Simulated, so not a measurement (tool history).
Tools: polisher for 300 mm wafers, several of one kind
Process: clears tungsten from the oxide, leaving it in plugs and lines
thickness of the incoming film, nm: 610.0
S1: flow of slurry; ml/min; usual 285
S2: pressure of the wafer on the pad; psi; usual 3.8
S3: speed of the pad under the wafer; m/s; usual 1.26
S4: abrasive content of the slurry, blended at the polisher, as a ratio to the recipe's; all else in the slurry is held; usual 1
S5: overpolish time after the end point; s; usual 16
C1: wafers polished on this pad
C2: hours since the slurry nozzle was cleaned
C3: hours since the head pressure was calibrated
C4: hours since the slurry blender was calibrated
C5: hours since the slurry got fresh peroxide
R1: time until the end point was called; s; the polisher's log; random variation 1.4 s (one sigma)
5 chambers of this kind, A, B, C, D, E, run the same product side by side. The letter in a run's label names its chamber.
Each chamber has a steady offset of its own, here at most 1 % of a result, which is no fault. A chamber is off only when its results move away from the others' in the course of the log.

run,hour,S1,S2,S3,S4,S5,C1,C2,C3,C4,C5,R1
1A,3.6,285,3.8,1.26,1,16,285,122.4,815.3,426.7,40.3,88.154
# hour 4.6: chamber C: slurry tank refilled with fresh slurry and peroxide
2D,5.8,285,3.8,1.26,1,16,161,93.5,122.1,206.6,58.3,84.943
3C,9.4,285,3.8,1.26,1,16,791,193.1,857.4,65.1,4.9,84.922
4B,12.3,285,3.8,1.26,1,16,753,23.2,232.5,28.5,44.4,83.612
# hour 15.3: chamber B: worn pad replaced by a new one
5E,16.3,285,3.8,1.26,1,16,1115,387.6,522.7,332.5,39.3,83.425
6D,20.9,285,3.8,1.26,1,16,254,108.6,137.2,221.7,73.4,84.513
7C,23.6,285,3.8,1.26,1,16,878,207.3,871.6,79.3,19.1,84.628
8E,27.5,285,2.7,1.26,1,20,1184,398.8,533.9,343.7,50.5,118.33
9B,30,285,2.7,1.26,1,20,90,40.9,250.2,46.2,62.1,119.37
10A,33.4,285,2.7,1.26,1,20,467,152.2,845.1,456.5,70.1,119.15
11E,35.8,285,2.7,1.26,1,20,1234,407.1,542.2,352,58.8,120.1
# hour 38.1: chamber A: head pressure recalibrated
12A,40.1,285,2.7,1.26,1,20,508,158.9,2.1,463.2,76.8,123.16
13B,45.1,285,3.8,1.26,1,16,182,56,265.3,61.3,77.2,85.404
14D,48.1,210,3.8,1.26,1,12,420,135.8,164.4,248.9,100.6,88.686
# hour 49.7: chamber A: slurry blender recalibrated
15C,52.6,210,3.8,1.26,1,12,1055,236.3,900.6,108.3,48.1,90.859
# hour 55.9: chamber D: slurry tank refilled with fresh slurry and peroxide
# hour 55.9: chamber C: slurry tank refilled with fresh slurry and peroxide
16D,56.3,210,3.8,1.26,1,12,470,144,172.6,257.1,0.4,89.118
# hour 58.8: chamber E: slurry blender recalibrated
17A,59.7,210,3.8,1.26,1,12,628,178.5,21.7,10.1,96.4,90.659
# hour 60.7: chamber D: slurry blender recalibrated
18B,64.6,210,3.8,1.26,1,12,302,75.5,284.8,80.8,96.7,85.948
19E,69.5,285,3.8,1.26,1,16,1441,440.8,575.9,10.8,92.5,88.935
# hour 73.4: chamber E: worn pad replaced by a new one
20C,73.6,285,3.8,1.26,1,24,1184,257.3,921.6,129.3,17.7,84.755
21E,78.2,285,3.8,1.26,1,24,29,449.5,584.6,19.5,101.2,89.506
22D,82.6,285,3.8,1.26,1,24,631,170.3,198.9,22,26.7,87.944
23C,86.3,285,3.8,1.26,1,24,1261,270,934.3,142,30.4,86.688
24A,90.4,285,3.8,1.26,1,24,816,209.2,52.4,40.8,127.1,87.16
# hour 90.5: chamber A: worn pad replaced by a new one
25B,95.3,285,3.8,1.26,1,16,490,106.2,315.5,111.5,127.4,83.598
# hour 96.8: chamber C: slurry nozzle cleaned
26E,99,285,3.8,1.26,1,16,157,470.3,605.4,40.3,122,94.646
27B,103.7,285,3.8,1.26,1,16,541,114.6,323.9,119.9,135.8,84.98
# hour 105.8: chamber D: worn pad replaced by a new one
28C,106.5,285,3.8,1.26,1,16,1385,9.8,954.5,162.2,50.6,85.402
# hour 107.2: chamber C: worn pad replaced by a new one
29D,108.7,285,3.8,1.26,1,16,17,196.4,225,48.1,52.8,86.519
# hour 109.1: chamber C: slurry tank refilled with fresh slurry and peroxide
30A,111.5,285,3.8,1.26,1,16,128,230.3,73.5,61.9,148.2,85.161
31A,113.9,285,3.8,1.26,1,16,143,232.7,75.9,64.3,150.6,83.356
32B,118,285,3.8,1.26,1,16,628,128.9,338.2,134.2,150.1,86.46
33D,120.4,285,3.8,1.26,1,16,89,208.1,236.7,59.8,64.5,87.27
34C,124.1,285,3.8,1.26,1,16,104,27.4,972.1,179.8,15,85.354
35E,129.1,285,3.8,1.26,1,16,341,500.4,635.5,70.4,152.1,96.875

All 5 chambers run these settings next. Forecast each chamber's results:
36A,132.7,215,3.8,1.26,1,16,,,,,,?
36B,132.7,215,3.8,1.26,1,16,,,,,,?
36C,132.7,215,3.8,1.26,1,16,,,,,,?
36D,132.7,215,3.8,1.26,1,16,,,,,,?
36E,132.7,215,3.8,1.26,1,16,,,,,,?

run,R1
36A,85.275
36B,88.191
36C,85.054
36D,86.488
36E,100.12
